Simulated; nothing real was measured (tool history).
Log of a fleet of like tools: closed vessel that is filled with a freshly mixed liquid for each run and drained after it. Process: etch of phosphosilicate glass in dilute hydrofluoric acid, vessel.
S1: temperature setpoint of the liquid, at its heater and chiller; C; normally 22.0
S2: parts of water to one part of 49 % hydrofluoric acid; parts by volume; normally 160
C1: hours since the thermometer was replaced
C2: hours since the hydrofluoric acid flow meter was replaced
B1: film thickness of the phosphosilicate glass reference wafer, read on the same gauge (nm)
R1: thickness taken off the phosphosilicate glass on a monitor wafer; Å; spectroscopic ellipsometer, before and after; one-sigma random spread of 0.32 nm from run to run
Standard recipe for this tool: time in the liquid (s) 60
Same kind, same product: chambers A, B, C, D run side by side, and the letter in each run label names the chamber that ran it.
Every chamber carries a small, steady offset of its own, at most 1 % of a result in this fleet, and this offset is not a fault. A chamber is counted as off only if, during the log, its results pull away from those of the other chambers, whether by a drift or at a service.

run 1A hour=2.1 | S1=22.0 S2=160 time_in_the_liquid_(s)=60 | C1=777.9 C2=1335.0 | B1=60.017 | R1=413.49
run 2D hour=6.3 | S1=22.0 S2=160 time_in_the_liquid_(s)=60 | C1=2736.0 C2=151.8 | B1=60.013 | R1=420.09
run 3C hour=9.3 | S1=22.0 S2=160 time_in_the_liquid_(s)=60 | C1=456.9 C2=291.1 | B1=59.982 | R1=411.70
run 4B hour=13.0 | S1=22.0 S2=160 time_in_the_liquid_(s)=60 | C1=1479.4 C2=720.1 | B1=59.987 | R1=417.74
run 5C hour=15.1 | S1=22.0 S2=190 time_in_the_liquid_(s)=90 | C1=462.7 C2=296.9 | B1=59.968 | R1=506.37
run 6D hour=18.3 | S1=22.0 S2=190 time_in_the_liquid_(s)=90 | C1=2748.0 C2=163.8 | B1=60.007 | R1=505.88
run 7B hour=22.6 | S1=22.0 S2=190 time_in_the_liquid_(s)=90 | C1=1489.0 C2=729.7 | B1=59.976 | R1=517.97
run 8A hour=27.1 | S1=22.0 S2=190 time_in_the_liquid_(s)=90 | C1=802.9 C2=1360.0 | B1=60.047 | R1=505.37
run 9B hour=30.0 | S1=22.0 S2=220 time_in_the_liquid_(s)=85 | C1=1496.4 C2=737.1 | B1=59.968 | R1=403.60
run 10D hour=32.6 | S1=22.0 S2=220 time_in_the_liquid_(s)=85 | C1=2762.3 C2=178.1 | B1=60.051 | R1=410.43
run 11A hour=36.7 | S1=22.0 S2=220 time_in_the_liquid_(s)=85 | C1=812.5 C2=1369.6 | B1=59.993 | R1=403.53
run 12C hour=39.1 | S1=22.0 S2=220 time_in_the_liquid_(s)=85 | C1=486.7 C2=320.9 | B1=60.014 | R1=412.56
run 13D hour=42.4 | S1=22.0 S2=160 time_in_the_liquid_(s)=60 | C1=2772.1 C2=187.9 | B1=59.999 | R1=427.21
run 14C hour=44.8 | S1=22.0 S2=160 time_in_the_liquid_(s)=60 | C1=492.4 C2=326.6 | B1=59.966 | R1=430.05
run 15B hour=47.3 | S1=26.5 S2=210 time_in_the_liquid_(s)=60 | C1=1513.7 C2=754.4 | B1=59.938 | R1=358.79
run 16A hour=51.8 | S1=26.5 S2=210 time_in_the_liquid_(s)=60 | C1=827.6 C2=1384.7 | B1=59.965 | R1=355.18
run 17B hour=54.9 | S1=26.5 S2=210 time_in_the_liquid_(s)=60 | C1=1521.3 C2=762.0 | B1=59.991 | R1=356.25
run 18D hour=59.5 | S1=26.5 S2=210 time_in_the_liquid_(s)=60 | C1=2789.2 C2=205.0 | B1=59.957 | R1=355.96
run 19C hour=61.6 | S1=22.0 S2=160 time_in_the_liquid_(s)=75 | C1=509.2 C2=343.4 | B1=59.993 | R1=546.71
run 20A hour=65.8 | S1=22.0 S2=160 time_in_the_liquid_(s)=75 | C1=841.6 C2=1398.7 | B1=60.030 | R1=515.28
run 21A hour=68.9 | S1=22.0 S2=160 time_in_the_liquid_(s)=75 | C1=844.7 C2=1401.8 | B1=59.981 | R1=516.93
run 22D hour=72.7 | S1=22.0 S2=160 time_in_the_liquid_(s)=75 | C1=2802.4 C2=218.2 | B1=60.010 | R1=531.61
run 23B hour=75.2 | S1=22.0 S2=160 time_in_the_liquid_(s)=60 | C1=1541.6 C2=782.3 | B1=59.998 | R1=412.85
run 24C hour=78.6 | S1=22.0 S2=220 time_in_the_liquid_(s)=50 | C1=526.2 C2=360.4 | B1=60.015 | R1=253.00
run 25A hour=81.3 | S1=22.0 S2=220 time_in_the_liquid_(s)=50 | C1=857.1 C2=1414.2 | B1=60.004 | R1=234.86
run 26C hour=83.8 | S1=22.0 S2=220 time_in_the_liquid_(s)=50 | C1=531.4 C2=365.6 | B1=59.990 | R1=254.07
run 27D hour=88.3 | S1=22.0 S2=220 time_in_the_liquid_(s)=50 | C1=2818.0 C2=233.8 | B1=59.963 | R1=236.26
run 28B hour=91.9 | S1=22.0 S2=160 time_in_the_liquid_(s)=60 | C1=1558.3 C2=799.0 | B1=60.023 | R1=418.35

All chambers now run identical settings, listed one chamber a line with results as question marks. What results will each chamber show?
run 29A hour=95.2 | S1=22.0 S2=160 time_in_the_liquid_(s)=30 | R1=?
run 29B hour=95.2 | S1=22.0 S2=160 time_in_the_liquid_(s)=30 | R1=?
run 29C hour=95.2 | S1=22.0 S2=160 time_in_the_liquid_(s)=30 | R1=?
run 29D hour=95.2 | S1=22.0 S2=160 time_in_the_liquid_(s)=30 | R1=?

run=29A R1=208.21
run=29B R1=210.34
run=29C R1=224.52
run=29D R1=210.74

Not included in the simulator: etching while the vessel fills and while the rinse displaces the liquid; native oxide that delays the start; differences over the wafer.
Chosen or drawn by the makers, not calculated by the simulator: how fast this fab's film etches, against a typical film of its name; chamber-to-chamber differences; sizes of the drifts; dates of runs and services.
